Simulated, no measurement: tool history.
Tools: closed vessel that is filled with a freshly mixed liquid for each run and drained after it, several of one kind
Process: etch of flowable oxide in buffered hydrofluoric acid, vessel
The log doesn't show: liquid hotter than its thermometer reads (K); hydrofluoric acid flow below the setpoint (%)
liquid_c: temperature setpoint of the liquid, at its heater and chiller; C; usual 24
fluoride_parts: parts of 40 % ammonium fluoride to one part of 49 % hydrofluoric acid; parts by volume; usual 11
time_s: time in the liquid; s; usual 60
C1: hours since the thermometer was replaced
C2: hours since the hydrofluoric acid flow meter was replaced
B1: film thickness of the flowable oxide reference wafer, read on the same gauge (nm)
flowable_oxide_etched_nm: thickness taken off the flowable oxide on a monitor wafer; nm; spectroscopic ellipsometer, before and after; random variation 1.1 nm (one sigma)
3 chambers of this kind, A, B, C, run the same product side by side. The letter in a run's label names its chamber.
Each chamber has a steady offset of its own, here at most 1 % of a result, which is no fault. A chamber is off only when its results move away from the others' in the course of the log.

run 1C hour=4.4 | liquid_c=24 fluoride_parts=11 time_s=60 | C1=489.4 C2=1806.1 | B1=69.997 | flowable_oxide_etched_nm=181.04
run 2B hour=9.3 | liquid_c=24 fluoride_parts=11 time_s=60 | C1=990.9 C2=680.5 | B1=70.017 | flowable_oxide_etched_nm=181.18
run 3A hour=12.6 | liquid_c=24 fluoride_parts=11 time_s=60 | C1=536.3 C2=441.6 | B1=70 | flowable_oxide_etched_nm=179.69
run 4B hour=15.9 | liquid_c=24 fluoride_parts=11 time_s=60 | C1=997.5 C2=687.1 | B1=70.011 | flowable_oxide_etched_nm=180.75
run 5C hour=19.6 | liquid_c=24 fluoride_parts=11 time_s=60 | C1=504.6 C2=1821.3 | B1=69.979 | flowable_oxide_etched_nm=178.35
run 6A hour=24.2 | liquid_c=24 fluoride_parts=11 time_s=60 | C1=547.9 C2=453.2 | B1=69.963 | flowable_oxide_etched_nm=178.86
run 7C hour=28.4 | liquid_c=24 fluoride_parts=11 time_s=60 | C1=513.4 C2=1830.1 | B1=69.992 | flowable_oxide_etched_nm=178.56
run 8B hour=30.8 | liquid_c=24 fluoride_parts=11 time_s=60 | C1=1012.4 C2=702 | B1=70.013 | flowable_oxide_etched_nm=177.96
run 9A hour=33.9 | liquid_c=24 fluoride_parts=11 time_s=60 | C1=557.6 C2=462.9 | B1=70.04 | flowable_oxide_etched_nm=176.03
run 10A hour=38.7 | liquid_c=24 fluoride_parts=11 time_s=85 | C1=562.4 C2=467.7 | B1=70.01 | flowable_oxide_etched_nm=250.59
run 11B hour=41.8 | liquid_c=24 fluoride_parts=11 time_s=85 | C1=1023.4 C2=713 | B1=69.952 | flowable_oxide_etched_nm=255.81
run 12C hour=46.1 | liquid_c=24 fluoride_parts=11 time_s=85 | C1=531.1 C2=1847.8 | B1=69.979 | flowable_oxide_etched_nm=255.04
run 13B hour=49.6 | liquid_c=24 fluoride_parts=11 time_s=60 | C1=1031.2 C2=720.8 | B1=70.001 | flowable_oxide_etched_nm=179.84
run 14C hour=51.9 | liquid_c=24 fluoride_parts=11 time_s=60 | C1=536.9 C2=1853.6 | B1=70.011 | flowable_oxide_etched_nm=178.97
run 15A hour=55.5 | liquid_c=24 fluoride_parts=11 time_s=60 | C1=579.2 C2=484.5 | B1=69.979 | flowable_oxide_etched_nm=175.78
run 16C hour=58.9 | liquid_c=24 fluoride_parts=11 time_s=60 | C1=543.9 C2=1860.6 | B1=70.002 | flowable_oxide_etched_nm=176.02
run 17B hour=62.2 | liquid_c=24 fluoride_parts=11 time_s=60 | C1=1043.8 C2=733.4 | B1=70.027 | flowable_oxide_etched_nm=180.77
run 18A hour=65.5 | liquid_c=24 fluoride_parts=11 time_s=60 | C1=589.2 C2=494.5 | B1=70.001 | flowable_oxide_etched_nm=172.57
run 19C hour=68.8 | liquid_c=24 fluoride_parts=11 time_s=60 | C1=553.8 C2=1870.5 | B1=69.977 | flowable_oxide_etched_nm=178.29
run 20A hour=73.3 | liquid_c=24 fluoride_parts=11 time_s=60 | C1=597 C2=502.3 | B1=69.999 | flowable_oxide_etched_nm=171.78
run 21B hour=77.2 | liquid_c=24 fluoride_parts=11 time_s=60 | C1=1058.8 C2=748.4 | B1=70.035 | flowable_oxide_etched_nm=179.48
run 22C hour=81.4 | liquid_c=24 fluoride_parts=7 time_s=95 | C1=566.4 C2=1883.1 | B1=70.016 | flowable_oxide_etched_nm=435.7
run 23B hour=83.7 | liquid_c=24 fluoride_parts=7 time_s=95 | C1=1065.3 C2=754.9 | B1=70.021 | flowable_oxide_etched_nm=437.08
run 24A hour=86 | liquid_c=24 fluoride_parts=7 time_s=95 | C1=609.7 C2=515 | B1=70.024 | flowable_oxide_etched_nm=418.62
run 25A hour=90.3 | liquid_c=24 fluoride_parts=9 time_s=85 | C1=614 C2=519.3 | B1=69.981 | flowable_oxide_etched_nm=287.82
run 26B hour=93.1 | liquid_c=24 fluoride_parts=9 time_s=85 | C1=1074.7 C2=764.3 | B1=70.024 | flowable_oxide_etched_nm=296.19
run 27C hour=95.7 | liquid_c=24 fluoride_parts=9 time_s=85 | C1=580.7 C2=1897.4 | B1=69.995 | flowable_oxide_etched_nm=296.14
run 28A hour=99.2 | liquid_c=24 fluoride_parts=11 time_s=60 | C1=622.9 C2=528.2 | B1=69.994 | flowable_oxide_etched_nm=169.2
run 29B hour=103 | liquid_c=24 fluoride_parts=11 time_s=60 | C1=1084.6 C2=774.2 | B1=69.976 | flowable_oxide_etched_nm=180.95
run 30C hour=106.2 | liquid_c=24 fluoride_parts=11 time_s=60 | C1=591.2 C2=1907.9 | B1=69.988 | flowable_oxide_etched_nm=178.66
run 31C hour=110.1 | liquid_c=24 fluoride_parts=11 time_s=60 | C1=595.1 C2=1911.8 | B1=70.009 | flowable_oxide_etched_nm=179.19
run 32B hour=114.1 | liquid_c=24 fluoride_parts=11 time_s=60 | C1=1095.7 C2=785.3 | B1=70.007 | flowable_oxide_etched_nm=178.97

All 3 chambers run these settings next. Forecast each chamber's results:
run 33A hour=117.5 | liquid_c=24 fluoride_parts=11 time_s=45 | flowable_oxide_etched_nm=?
run 33B hour=117.5 | liquid_c=24 fluoride_parts=11 time_s=45 | flowable_oxide_etched_nm=?
run 33C hour=117.5 | liquid_c=24 fluoride_parts=11 time_s=45 | flowable_oxide_etched_nm=?

run=33A flowable_oxide_etched_nm=124.86
run=33B flowable_oxide_etched_nm=133.8
run=33C flowable_oxide_etched_nm=135.33
